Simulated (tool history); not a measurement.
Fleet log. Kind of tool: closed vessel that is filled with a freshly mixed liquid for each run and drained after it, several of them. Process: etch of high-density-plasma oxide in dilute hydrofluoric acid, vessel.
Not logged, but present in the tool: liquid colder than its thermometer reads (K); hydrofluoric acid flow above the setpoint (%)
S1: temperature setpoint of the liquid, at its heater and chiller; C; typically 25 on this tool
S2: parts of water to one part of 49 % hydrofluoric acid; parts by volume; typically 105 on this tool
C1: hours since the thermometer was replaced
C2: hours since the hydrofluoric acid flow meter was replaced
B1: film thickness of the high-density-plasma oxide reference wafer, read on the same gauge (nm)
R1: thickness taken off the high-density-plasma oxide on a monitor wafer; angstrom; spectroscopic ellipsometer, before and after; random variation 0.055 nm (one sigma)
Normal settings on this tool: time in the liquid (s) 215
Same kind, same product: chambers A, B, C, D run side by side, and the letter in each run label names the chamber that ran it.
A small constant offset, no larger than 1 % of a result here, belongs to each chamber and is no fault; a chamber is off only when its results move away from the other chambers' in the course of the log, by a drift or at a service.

{"run": "1B", "hour": 6.9, "S1": 25, "S2": 105, "time in the liquid (s)": 215, "C1": 604.3, "C2": 592.4, "B1": 60.044, "R1": 107.62}
{"run": "2A", "hour": 20.4, "S1": 25, "S2": 105, "time in the liquid (s)": 215, "C1": 591.9, "C2": 596.3, "B1": 59.973, "R1": 107.57}
{"hour": 22.5, "done": "chamber D: thermometer replaced"}
{"run": "3C", "hour": 33.4, "S1": 25, "S2": 105, "time in the liquid (s)": 215, "C1": 98.2, "C2": 715.5, "B1": 59.98, "R1": 109}
{"run": "4D", "hour": 41.0, "S1": 25, "S2": 105, "time in the liquid (s)": 215, "C1": 18.6, "C2": 299.6, "B1": 59.995, "R1": 107.48}
{"run": "5B", "hour": 49.5, "S1": 25, "S2": 105, "time in the liquid (s)": 215, "C1": 646.9, "C2": 635, "B1": 60.021, "R1": 108.06}
{"run": "6D", "hour": 59.8, "S1": 25, "S2": 75, "time in the liquid (s)": 215, "C1": 37.4, "C2": 318.4, "B1": 60.053, "R1": 155.04}
{"run": "7C", "hour": 73.6, "S1": 25, "S2": 75, "time in the liquid (s)": 215, "C1": 138.4, "C2": 755.7, "B1": 59.963, "R1": 156.91}
{"run": "8A", "hour": 81.1, "S1": 25, "S2": 75, "time in the liquid (s)": 215, "C1": 652.6, "C2": 657, "B1": 59.978, "R1": 155.18}
{"run": "9B", "hour": 94.4, "S1": 25, "S2": 75, "time in the liquid (s)": 215, "C1": 691.8, "C2": 679.9, "B1": 60.012, "R1": 158.72}
{"run": "10D", "hour": 103.5, "S1": 25, "S2": 80, "time in the liquid (s)": 295, "C1": 81.1, "C2": 362.1, "B1": 59.98, "R1": 198.72}
{"run": "11C", "hour": 111.0, "S1": 25, "S2": 80, "time in the liquid (s)": 295, "C1": 175.8, "C2": 793.1, "B1": 60.005, "R1": 202.04}
{"run": "12A", "hour": 118.3, "S1": 25, "S2": 80, "time in the liquid (s)": 295, "C1": 689.8, "C2": 694.2, "B1": 60.005, "R1": 197.84}
{"run": "13A", "hour": 131.2, "S1": 25, "S2": 80, "time in the liquid (s)": 295, "C1": 702.7, "C2": 707.1, "B1": 59.998, "R1": 199.94}
{"run": "14B", "hour": 142.9, "S1": 25, "S2": 105, "time in the liquid (s)": 215, "C1": 740.3, "C2": 728.4, "B1": 59.997, "R1": 109.01}
{"run": "15D", "hour": 151.3, "S1": 25, "S2": 105, "time in the liquid (s)": 215, "C1": 128.9, "C2": 409.9, "B1": 60.035, "R1": 107.74}
{"run": "16C", "hour": 164.0, "S1": 25, "S2": 105, "time in the liquid (s)": 215, "C1": 228.8, "C2": 846.1, "B1": 59.999, "R1": 107.79}
{"run": "17B", "hour": 171.4, "S1": 25, "S2": 105, "time in the liquid (s)": 215, "C1": 768.8, "C2": 756.9, "B1": 60.058, "R1": 108.19}
{"run": "18A", "hour": 181.8, "S1": 25, "S2": 105, "time in the liquid (s)": 215, "C1": 753.3, "C2": 757.7, "B1": 59.986, "R1": 107.98}
{"run": "19D", "hour": 192.1, "S1": 25, "S2": 105, "time in the liquid (s)": 215, "C1": 169.7, "C2": 450.7, "B1": 59.971, "R1": 108.21}
{"run": "20C", "hour": 201.6, "S1": 25, "S2": 105, "time in the liquid (s)": 215, "C1": 266.4, "C2": 883.7, "B1": 59.973, "R1": 108.97}
{"run": "21D", "hour": 211.2, "S1": 25, "S2": 105, "time in the liquid (s)": 215, "C1": 188.8, "C2": 469.8, "B1": 60.015, "R1": 108.29}
{"run": "22B", "hour": 224.7, "S1": 25, "S2": 105, "time in the liquid (s)": 215, "C1": 822.1, "C2": 810.2, "B1": 60.018, "R1": 108.07}
{"run": "23C", "hour": 234.5, "S1": 25, "S2": 105, "time in the liquid (s)": 215, "C1": 299.3, "C2": 916.6, "B1": 59.993, "R1": 110.39}
{"run": "24A", "hour": 246.5, "S1": 25, "S2": 105, "time in the liquid (s)": 215, "C1": 818, "C2": 822.4, "B1": 60.011, "R1": 108.13}
{"run": "25C", "hour": 260.0, "S1": 25, "S2": 105, "time in the liquid (s)": 215, "C1": 324.8, "C2": 942.1, "B1": 60.035, "R1": 108.6}
{"run": "26D", "hour": 272.7, "S1": 25, "S2": 105, "time in the liquid (s)": 215, "C1": 250.3, "C2": 531.3, "B1": 59.997, "R1": 106.56}
{"hour": 281.5, "done": "chamber D: hydrofluoric acid flow meter replaced"}
{"run": "27A", "hour": 282.0, "S1": 25, "S2": 105, "time in the liquid (s)": 215, "C1": 853.5, "C2": 857.9, "B1": 60.045, "R1": 107.66}
{"run": "28B", "hour": 294.1, "S1": 25, "S2": 105, "time in the liquid (s)": 215, "C1": 891.5, "C2": 879.6, "B1": 59.993, "R1": 109.07}
{"run": "29D", "hour": 304.3, "S1": 25, "S2": 105, "time in the liquid (s)": 215, "C1": 281.9, "C2": 22.8, "B1": 60.002, "R1": 107.24}
{"run": "30B", "hour": 315.1, "S1": 25, "S2": 150, "time in the liquid (s)": 175, "C1": 912.5, "C2": 900.6, "B1": 59.981, "R1": 58.7}
{"run": "31A", "hour": 329.6, "S1": 25, "S2": 150, "time in the liquid (s)": 175, "C1": 901.1, "C2": 905.5, "B1": 59.989, "R1": 58.419}
{"run": "32C", "hour": 336.2, "S1": 25, "S2": 150, "time in the liquid (s)": 175, "C1": 401, "C2": 1018.3, "B1": 60.022, "R1": 60.283}
{"run": "33B", "hour": 344.9, "S1": 25, "S2": 150, "time in the liquid (s)": 175, "C1": 942.3, "C2": 930.4, "B1": 59.983, "R1": 58.787}
{"run": "34D", "hour": 351.4, "S1": 25, "S2": 105, "time in the liquid (s)": 215, "C1": 329, "C2": 69.9, "B1": 60.019, "R1": 107.13}
{"run": "35A", "hour": 362.9, "S1": 25, "S2": 105, "time in the liquid (s)": 215, "C1": 934.4, "C2": 938.8, "B1": 59.981, "R1": 107.46}
{"run": "36C", "hour": 373.3, "S1": 25, "S2": 105, "time in the liquid (s)": 215, "C1": 438.1, "C2": 1055.4, "B1": 60.036, "R1": 111.69}
{"run": "37C", "hour": 386.5, "S1": 25, "S2": 105, "time in the liquid (s)": 215, "C1": 451.3, "C2": 1068.6, "B1": 59.994, "R1": 112.92}
{"run": "38D", "hour": 397.5, "S1": 25, "S2": 105, "time in the liquid (s)": 215, "C1": 375.1, "C2": 116, "B1": 60.022, "R1": 107}
{"run": "39B", "hour": 411.2, "S1": 29, "S2": 105, "time in the liquid (s)": 215, "C1": 1008.6, "C2": 996.7, "B1": 60.037, "R1": 127.54}
{"run": "40A", "hour": 421.2, "S1": 29, "S2": 105, "time in the liquid (s)": 215, "C1": 992.7, "C2": 997.1, "B1": 60.021, "R1": 124.86}
{"run": "41C", "hour": 430.7, "S1": 29, "S2": 105, "time in the liquid (s)": 215, "C1": 495.5, "C2": 1112.8, "B1": 60.028, "R1": 132.12}
{"run": "42D", "hour": 445.4, "S1": 29, "S2": 105, "time in the liquid (s)": 215, "C1": 423, "C2": 163.9, "B1": 59.996, "R1": 126.39}
{"run": "43A", "hour": 454.3, "S1": 25, "S2": 105, "time in the liquid (s)": 215, "C1": 1025.8, "C2": 1030.2, "B1": 60.052, "R1": 107.67}

Read the log: is a single chamber off, either drifting away or since a service, is the gauge that measures every chamber drifting, or is nothing wrong beyond small per-chamber offsets? Name any odd chamber and what most likely caused it.

Little by little, chamber C moves away from the other chambers.
Likeliest cause: hydrofluoric acid flow above the setpoint (%) = 4.56.
Not necessarily distinguishable in this log from: liquid hotter than its thermometer reads (K).

Below are 4 candidate recipes for chamber C's next run, each the usual settings with a change, their results shown as question marks. Which of them brings C's results back in line with what the other chambers give on the usual settings?
Maximum distance from the other chambers' mean on the usual settings for a result to count as in line: R1 1.9 angstrom
{"run": "44C-1", "hour": 464.9, "S1": 25, "S2": 105, "time in the liquid (s)": 220, "R1": "?"}
{"run": "44C-2", "hour": 464.9, "S1": 25, "S2": 105, "time in the liquid (s)": 225, "R1": "?"}
{"run": "44C-3", "hour": 464.9, "S1": 25, "S2": 105, "time in the liquid (s)": 205, "R1": "?"}
{"run": "44C-4", "hour": 464.9, "S1": 25, "S2": 105, "time in the liquid (s)": 210, "R1": "?"}

On the usual settings, the other chambers give on average: R1 107.95 angstrom
run=44C-1 R1=115.94
run=44C-2 R1=118.58
run=44C-3 R1=108.04
run=44C-4 R1=110.67
44C-3 brings the chamber back in line.

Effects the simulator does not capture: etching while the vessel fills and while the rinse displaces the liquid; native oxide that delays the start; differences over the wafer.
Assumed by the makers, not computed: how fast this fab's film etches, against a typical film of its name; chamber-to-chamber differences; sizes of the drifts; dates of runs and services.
